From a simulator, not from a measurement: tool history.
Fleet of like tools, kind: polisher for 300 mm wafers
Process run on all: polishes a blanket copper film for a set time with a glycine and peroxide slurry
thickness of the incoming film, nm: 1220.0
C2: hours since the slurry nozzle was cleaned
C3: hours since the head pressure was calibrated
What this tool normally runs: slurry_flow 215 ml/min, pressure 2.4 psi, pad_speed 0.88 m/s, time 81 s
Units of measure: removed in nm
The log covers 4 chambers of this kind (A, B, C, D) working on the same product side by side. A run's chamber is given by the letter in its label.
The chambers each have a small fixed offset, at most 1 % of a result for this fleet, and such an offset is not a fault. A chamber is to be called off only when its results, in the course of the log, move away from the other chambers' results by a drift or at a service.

{"run": "1A", "day": 0.271, "slurry_flow": 215, "pressure": 2.4, "pad_speed": 0.88, "time": 81, "wafers polished on this pad": 316, "C2": 91.3, "C3": 404.3, "removed": 341.33}
{"run": "2D", "day": 0.454, "slurry_flow": 215, "pressure": 2.4, "pad_speed": 0.88, "time": 81, "wafers polished on this pad": 969, "C2": 131.4, "C3": 332.5, "removed": 338.5}
{"day": 0.567, "done": "chamber C: slurry nozzle cleaned"}
{"run": "3C", "day": 0.662, "slurry_flow": 215, "pressure": 2.4, "pad_speed": 0.88, "time": 81, "wafers polished on this pad": 793, "C2": 2.3, "C3": 91.0, "removed": 339.05}
{"day": 0.783, "done": "chamber D: worn pad replaced by a new one"}
{"run": "4B", "day": 0.942, "slurry_flow": 215, "pressure": 2.4, "pad_speed": 0.88, "time": 81, "wafers polished on this pad": 782, "C2": 318.8, "C3": 374.9, "removed": 347.14}
{"run": "5A", "day": 1.079, "slurry_flow": 215, "pressure": 2.4, "pad_speed": 0.88, "time": 81, "wafers polished on this pad": 563, "C2": 110.7, "C3": 423.7, "removed": 343.53}
{"run": "6D", "day": 1.258, "slurry_flow": 145, "pressure": 2.4, "pad_speed": 0.88, "time": 69, "wafers polished on this pad": 146, "C2": 150.7, "C3": 351.8, "removed": 275.61}
{"run": "7C", "day": 1.521, "slurry_flow": 145, "pressure": 2.4, "pad_speed": 0.88, "time": 69, "wafers polished on this pad": 1056, "C2": 22.9, "C3": 111.6, "removed": 271.77}
{"day": 1.588, "done": "chamber C: worn pad replaced by a new one"}
{"run": "8B", "day": 1.8, "slurry_flow": 145, "pressure": 2.4, "pad_speed": 0.88, "time": 69, "wafers polished on this pad": 1045, "C2": 339.4, "C3": 395.5, "removed": 275.67}
{"run": "9B", "day": 2.088, "slurry_flow": 145, "pressure": 2.4, "pad_speed": 0.88, "time": 69, "wafers polished on this pad": 1133, "C2": 346.3, "C3": 402.4, "removed": 277.5}
{"run": "10D", "day": 2.35, "slurry_flow": 215, "pressure": 2.4, "pad_speed": 0.88, "time": 81, "wafers polished on this pad": 480, "C2": 176.9, "C3": 378.0, "removed": 341.58}
{"run": "11A", "day": 2.55, "slurry_flow": 215, "pressure": 2.4, "pad_speed": 0.88, "time": 81, "wafers polished on this pad": 1014, "C2": 146.0, "C3": 459.0, "removed": 331.14}
{"day": 2.554, "done": "chamber B: worn pad replaced by a new one"}
{"run": "12C", "day": 2.738, "slurry_flow": 215, "pressure": 2.4, "pad_speed": 0.88, "time": 81, "wafers polished on this pad": 353, "C2": 52.1, "C3": 140.8, "removed": 345.19}
{"run": "13C", "day": 2.958, "slurry_flow": 215, "pressure": 2.4, "pad_speed": 0.88, "time": 81, "wafers polished on this pad": 420, "C2": 57.4, "C3": 146.1, "removed": 337.48}
{"run": "14A", "day": 3.179, "slurry_flow": 215, "pressure": 2.4, "pad_speed": 0.88, "time": 81, "wafers polished on this pad": 1206, "C2": 161.1, "C3": 474.1, "removed": 333.31}
{"run": "15D", "day": 3.412, "slurry_flow": 215, "pressure": 2.4, "pad_speed": 0.88, "time": 81, "wafers polished on this pad": 805, "C2": 202.4, "C3": 403.5, "removed": 343.53}
{"run": "16B", "day": 3.658, "slurry_flow": 215, "pressure": 2.4, "pad_speed": 0.88, "time": 81, "wafers polished on this pad": 338, "C2": 384.0, "C3": 440.1, "removed": 342.12}
{"run": "17A", "day": 3.825, "slurry_flow": 215, "pressure": 2.4, "pad_speed": 0.88, "time": 81, "wafers polished on this pad": 1404, "C2": 176.6, "C3": 489.6, "removed": 325.3}
{"day": 3.858, "done": "chamber D: worn pad replaced by a new one"}
{"run": "18D", "day": 3.967, "slurry_flow": 215, "pressure": 2.4, "pad_speed": 0.88, "time": 81, "wafers polished on this pad": 33, "C2": 215.7, "C3": 416.8, "removed": 339.1}
{"run": "19C", "day": 4.221, "slurry_flow": 215, "pressure": 2.4, "pad_speed": 0.88, "time": 81, "wafers polished on this pad": 807, "C2": 87.7, "C3": 176.4, "removed": 339.18}
{"run": "20B", "day": 4.479, "slurry_flow": 215, "pressure": 2.4, "pad_speed": 0.88, "time": 81, "wafers polished on this pad": 589, "C2": 403.7, "C3": 459.8, "removed": 342.08}
{"run": "21B", "day": 4.704, "slurry_flow": 215, "pressure": 2.4, "pad_speed": 0.88, "time": 81, "wafers polished on this pad": 658, "C2": 409.1, "C3": 465.2, "removed": 349.75}
{"day": 4.888, "done": "chamber B: head pressure recalibrated"}
{"run": "22C", "day": 4.933, "slurry_flow": 215, "pressure": 2.4, "pad_speed": 0.88, "time": 81, "wafers polished on this pad": 1025, "C2": 104.8, "C3": 193.5, "removed": 345.83}
{"run": "23A", "day": 5.125, "slurry_flow": 215, "pressure": 2.4, "pad_speed": 0.88, "time": 81, "wafers polished on this pad": 1802, "C2": 207.8, "C3": 520.8, "removed": 313.07}
{"day": 5.421, "done": "chamber C: worn pad replaced by a new one"}
{"run": "24D", "day": 5.421, "slurry_flow": 215, "pressure": 2.4, "pad_speed": 0.88, "time": 66, "wafers polished on this pad": 478, "C2": 250.6, "C3": 451.7, "removed": 273.16}
{"run": "25A", "day": 5.704, "slurry_flow": 215, "pressure": 2.4, "pad_speed": 0.88, "time": 66, "wafers polished on this pad": 1980, "C2": 221.7, "C3": 534.7, "removed": 258.88}
{"run": "26B", "day": 5.875, "slurry_flow": 215, "pressure": 2.4, "pad_speed": 0.88, "time": 66, "wafers polished on this pad": 1017, "C2": 437.2, "C3": 23.8, "removed": 274.85}
{"run": "27D", "day": 6.038, "slurry_flow": 215, "pressure": 2.4, "pad_speed": 0.88, "time": 66, "wafers polished on this pad": 667, "C2": 265.4, "C3": 466.5, "removed": 279.58}
{"day": 6.042, "done": "chamber D: slurry nozzle cleaned"}
{"run": "28C", "day": 6.321, "slurry_flow": 215, "pressure": 2.4, "pad_speed": 0.88, "time": 81, "wafers polished on this pad": 276, "C2": 138.1, "C3": 226.8, "removed": 338.47}
{"run": "29B", "day": 6.525, "slurry_flow": 215, "pressure": 2.4, "pad_speed": 0.88, "time": 81, "wafers polished on this pad": 1216, "C2": 452.8, "C3": 39.4, "removed": 344.18}
{"run": "30D", "day": 6.821, "slurry_flow": 215, "pressure": 2.4, "pad_speed": 0.88, "time": 81, "wafers polished on this pad": 907, "C2": 18.7, "C3": 485.3, "removed": 337.64}
{"run": "31C", "day": 7.079, "slurry_flow": 215, "pressure": 2.4, "pad_speed": 0.88, "time": 81, "wafers polished on this pad": 508, "C2": 156.3, "C3": 245.0, "removed": 341.79}

Each of the 4 chambers runs these same settings next. Fill in every chamber's results:
{"run": "32A", "day": 7.3, "slurry_flow": 215, "pressure": 2.4, "pad_speed": 0.88, "time": 81, "removed": "?"}
{"run": "32B", "day": 7.3, "slurry_flow": 215, "pressure": 2.4, "pad_speed": 0.88, "time": 81, "removed": "?"}
{"run": "32C", "day": 7.3, "slurry_flow": 215, "pressure": 2.4, "pad_speed": 0.88, "time": 81, "removed": "?"}
{"run": "32D", "day": 7.3, "slurry_flow": 215, "pressure": 2.4, "pad_speed": 0.88, "time": 81, "removed": "?"}

run=32A removed=313.10
run=32B removed=338.56
run=32C removed=340.62
run=32D removed=340.12

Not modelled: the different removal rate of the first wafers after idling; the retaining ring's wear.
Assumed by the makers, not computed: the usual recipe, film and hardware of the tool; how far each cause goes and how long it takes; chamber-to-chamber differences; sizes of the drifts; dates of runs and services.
